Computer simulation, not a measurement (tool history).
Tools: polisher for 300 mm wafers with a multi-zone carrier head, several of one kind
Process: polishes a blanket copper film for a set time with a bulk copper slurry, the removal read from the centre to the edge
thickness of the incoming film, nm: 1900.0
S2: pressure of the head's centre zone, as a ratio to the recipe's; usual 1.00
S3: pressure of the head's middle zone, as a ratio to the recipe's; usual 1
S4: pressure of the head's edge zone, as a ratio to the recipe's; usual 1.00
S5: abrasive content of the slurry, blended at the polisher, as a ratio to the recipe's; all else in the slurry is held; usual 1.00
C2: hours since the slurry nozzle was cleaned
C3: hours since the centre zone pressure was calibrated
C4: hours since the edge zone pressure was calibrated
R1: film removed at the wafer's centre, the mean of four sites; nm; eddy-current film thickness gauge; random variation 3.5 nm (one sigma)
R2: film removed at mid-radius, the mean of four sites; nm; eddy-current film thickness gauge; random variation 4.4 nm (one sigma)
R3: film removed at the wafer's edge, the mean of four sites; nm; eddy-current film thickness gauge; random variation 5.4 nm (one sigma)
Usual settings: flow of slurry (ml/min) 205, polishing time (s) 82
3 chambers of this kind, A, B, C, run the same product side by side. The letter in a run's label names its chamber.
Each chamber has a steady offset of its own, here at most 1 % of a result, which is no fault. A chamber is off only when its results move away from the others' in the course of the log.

Run 1C, day 0.308: usual settings; wafers polished on this pad 122; C2 557.9; C3 182.4; C4 345.8. Result: R1 570.17 nm, R2 568.91 nm, R3 575.18 nm.
Run 2B, day 0.588: usual settings; wafers polished on this pad 293; C2 154.5; C3 407.2; C4 578.9. Result: R1 568.07 nm, R2 574.46 nm, R3 566.20 nm.
Run 3A, day 0.738: usual settings; wafers polished on this pad 639; C2 393.5; C3 567.4; C4 155.9. Result: R1 575.59 nm, R2 559.49 nm, R3 571.60 nm.
Run 4A, day 0.888: usual settings; wafers polished on this pad 676; C2 397.1; C3 571.0; C4 159.5. Result: R1 576.08 nm, R2 576.16 nm, R3 576.42 nm.
Run 5C, day 1.054: usual settings; wafers polished on this pad 308; C2 575.8; C3 200.3; C4 363.7. Result: R1 570.53 nm, R2 574.21 nm, R3 565.96 nm.
Run 6B, day 1.383: usual settings but S4 1.04; wafers polished on this pad 491; C2 173.6; C3 426.3; C4 598.0. Result: R1 564.73 nm, R2 578.35 nm, R3 578.05 nm.
Run 7A, day 1.562: usual settings but S4 1.04; wafers polished on this pad 844; C2 413.3; C3 587.2; C4 175.7. Result: R1 570.54 nm, R2 560.06 nm, R3 578.77 nm.
Run 8B, day 1.829: usual settings but S4 1.04; wafers polished on this pad 602; C2 184.3; C3 437.0; C4 608.7. Result: R1 569.40 nm, R2 581.77 nm, R3 580.79 nm.
Run 9C, day 2.029: usual settings; wafers polished on this pad 550; C2 599.2; C3 223.7; C4 387.1. Result: R1 569.70 nm, R2 569.48 nm, R3 571.61 nm.
Run 10C, day 2.188: usual settings; wafers polished on this pad 590; C2 603.0; C3 227.5; C4 390.9. Result: R1 572.70 nm, R2 579.74 nm, R3 569.74 nm.
Run 11A, day 2.346: usual settings; wafers polished on this pad 1039; C2 432.1; C3 606.0; C4 194.5. Result: R1 574.86 nm, R2 559.56 nm, R3 575.18 nm.
Run 12B, day 2.571: usual settings; wafers polished on this pad 787; C2 202.1; C3 454.8; C4 626.5. Result: R1 562.68 nm, R2 575.00 nm, R3 560.90 nm.
Run 13A, day 2.846: usual settings; wafers polished on this pad 1163; C2 444.1; C3 618.0; C4 206.5. Result: R1 578.04 nm, R2 568.49 nm, R3 564.08 nm.
Run 14C, day 3.088: usual settings; wafers polished on this pad 813; C2 624.6; C3 249.1; C4 412.5. Result: R1 569.86 nm, R2 566.30 nm, R3 565.93 nm.
At day 3.233: chamber A: worn pad replaced by a new one.
Run 15B, day 3.250: usual settings; wafers polished on this pad 956; C2 218.4; C3 471.1; C4 642.8. Result: R1 561.98 nm, R2 575.14 nm, R3 566.13 nm.
At day 3.500: chamber B: worn pad replaced by a new one.
Run 16C, day 3.525: usual settings; wafers polished on this pad 922; C2 635.1; C3 259.6; C4 423.0. Result: R1 571.95 nm, R2 570.44 nm, R3 571.53 nm.
Run 17B, day 3.779: usual settings; wafers polished on this pad 69; C2 231.1; C3 483.8; C4 655.5. Result: R1 560.79 nm, R2 570.93 nm, R3 557.73 nm.
Run 18A, day 4.004: usual settings but S2 1.11; wafers polished on this pad 192; C2 471.9; C3 645.8; C4 234.3. Result: R1 641.64 nm, R2 566.59 nm, R3 569.73 nm.
At day 4.104: chamber B: centre zone pressure recalibrated.
Run 19A, day 4.242: usual settings but S2 1.11; wafers polished on this pad 251; C2 477.6; C3 651.5; C4 240.0. Result: R1 651.68 nm, R2 556.27 nm, R3 560.82 nm.
At day 4.354: chamber B: slurry nozzle cleaned.
At day 4.371: chamber C: worn pad replaced by a new one.
Run 20C, day 4.558: usual settings but S2 1.11; wafers polished on this pad 46; C2 659.9; C3 284.4; C4 447.8. Result: R1 636.85 nm, R2 572.85 nm, R3 567.83 nm.
Run 21B, day 4.712: usual settings; wafers polished on this pad 301; C2 8.7; C3 14.6; C4 677.9. Result: R1 569.14 nm, R2 580.76 nm, R3 565.65 nm.
Run 22A, day 5.021: usual settings; wafers polished on this pad 444; C2 496.3; C3 670.2; C4 258.7. Result: R1 572.14 nm, R2 564.58 nm, R3 573.20 nm.
Run 23B, day 5.300: usual settings; wafers polished on this pad 448; C2 22.8; C3 28.7; C4 692.0. Result: R1 567.15 nm, R2 579.03 nm, R3 577.06 nm.
Run 24C, day 5.600: usual settings; wafers polished on this pad 306; C2 684.9; C3 309.4; C4 472.8. Result: R1 569.14 nm, R2 572.50 nm, R3 553.37 nm.
Run 25A, day 5.854: usual settings; wafers polished on this pad 652; C2 516.3; C3 690.2; C4 278.7. Result: R1 569.50 nm, R2 569.31 nm, R3 556.08 nm.
Run 26C, day 6.112: usual settings; wafers polished on this pad 433; C2 697.2; C3 321.7; C4 485.1. Result: R1 566.68 nm, R2 569.68 nm, R3 565.44 nm.
Run 27B, day 6.296: usual settings but S4 0.96, S5 0.85; wafers polished on this pad 695; C2 46.7; C3 52.6; C4 715.9. Result: R1 550.12 nm, R2 556.07 nm, R3 525.58 nm.
Run 28A, day 6.450: usual settings but S4 0.96, S5 0.85; wafers polished on this pad 800; C2 530.6; C3 704.5; C4 293.0. Result: R1 554.20 nm, R2 542.41 nm, R3 535.47 nm.
Run 29C, day 6.767: usual settings but S4 0.96, S5 0.85; wafers polished on this pad 596; C2 712.9; C3 337.4; C4 500.8. Result: R1 553.21 nm, R2 551.68 nm, R3 535.69 nm.
Run 30B, day 7.021: usual settings; wafers polished on this pad 876; C2 64.1; C3 70.0; C4 733.3. Result: R1 565.45 nm, R2 572.17 nm, R3 562.94 nm.
Run 31A, day 7.179: usual settings; wafers polished on this pad 981; C2 548.1; C3 722.0; C4 310.5. Result: R1 565.52 nm, R2 568.76 nm, R3 575.61 nm.
At day 7.262: chamber A: edge zone pressure recalibrated.
Run 32C, day 7.421: usual settings; wafers polished on this pad 759; C2 728.6; C3 353.1; C4 516.5. Result: R1 569.16 nm, R2 571.85 nm, R3 577.17 nm.
Run 33B, day 7.675: usual settings; wafers polished on this pad 1038; C2 79.8; C3 85.7; C4 749.0. Result: R1 570.51 nm, R2 567.40 nm, R3 560.22 nm.
Run 34C, day 7.892: usual settings; wafers polished on this pad 876; C2 739.9; C3 364.4; C4 527.8. Result: R1 566.21 nm, R2 579.86 nm, R3 572.58 nm.
At day 7.996: chamber A: worn pad replaced by a new one.
At day 8.004: chamber B: worn pad replaced by a new one.
Run 35B, day 8.221: usual settings; wafers polished on this pad 54; C2 92.9; C3 98.8; C4 762.1. Result: R1 572.61 nm, R2 578.78 nm, R3 580.68 nm.
Run 36A, day 8.467: usual settings; wafers polished on this pad 117; C2 579.0; C3 752.9; C4 28.9. Result: R1 581.39 nm, R2 565.90 nm, R3 583.15 nm.
Run 37A, day 8.646: usual settings; wafers polished on this pad 162; C2 583.3; C3 757.2; C4 33.2. Result: R1 575.78 nm, R2 570.60 nm, R3 566.89 nm.
Run 38C, day 8.900: usual settings but S4 0.90; wafers polished on this pad 1127; C2 764.1; C3 388.6; C4 552.0. Result: R1 570.24 nm, R2 572.78 nm, R3 534.74 nm.
Run 39B, day 9.225: usual settings but S4 0.90; wafers polished on this pad 304; C2 117.0; C3 122.9; C4 786.2. Result: R1 571.08 nm, R2 575.92 nm, R3 531.60 nm.
Run 40A, day 9.475: usual settings but S4 0.90; wafers polished on this pad 368; C2 603.2; C3 777.1; C4 53.1. Result: R1 582.38 nm, R2 563.10 nm, R3 543.44 nm.
Run 41B, day 9.679: usual settings; wafers polished on this pad 417; C2 127.9; C3 133.8; C4 797.1. Result: R1 565.70 nm, R2 584.02 nm, R3 560.65 nm.
At day 9.704: chamber C: worn pad replaced by a new one.
Run 42C, day 9.958: usual settings but S4 0.90; wafers polished on this pad 63; C2 789.5; C3 414.0; C4 577.4. Result: R1 569.55 nm, R2 567.69 nm, R3 536.12 nm.

Is one chamber off against the others, does the gauge drift, or is nothing wrong? If a chamber is off, say which, and what the likeliest cause is.

No chamber stands off beyond its own small offset, and the gauge holds steady.

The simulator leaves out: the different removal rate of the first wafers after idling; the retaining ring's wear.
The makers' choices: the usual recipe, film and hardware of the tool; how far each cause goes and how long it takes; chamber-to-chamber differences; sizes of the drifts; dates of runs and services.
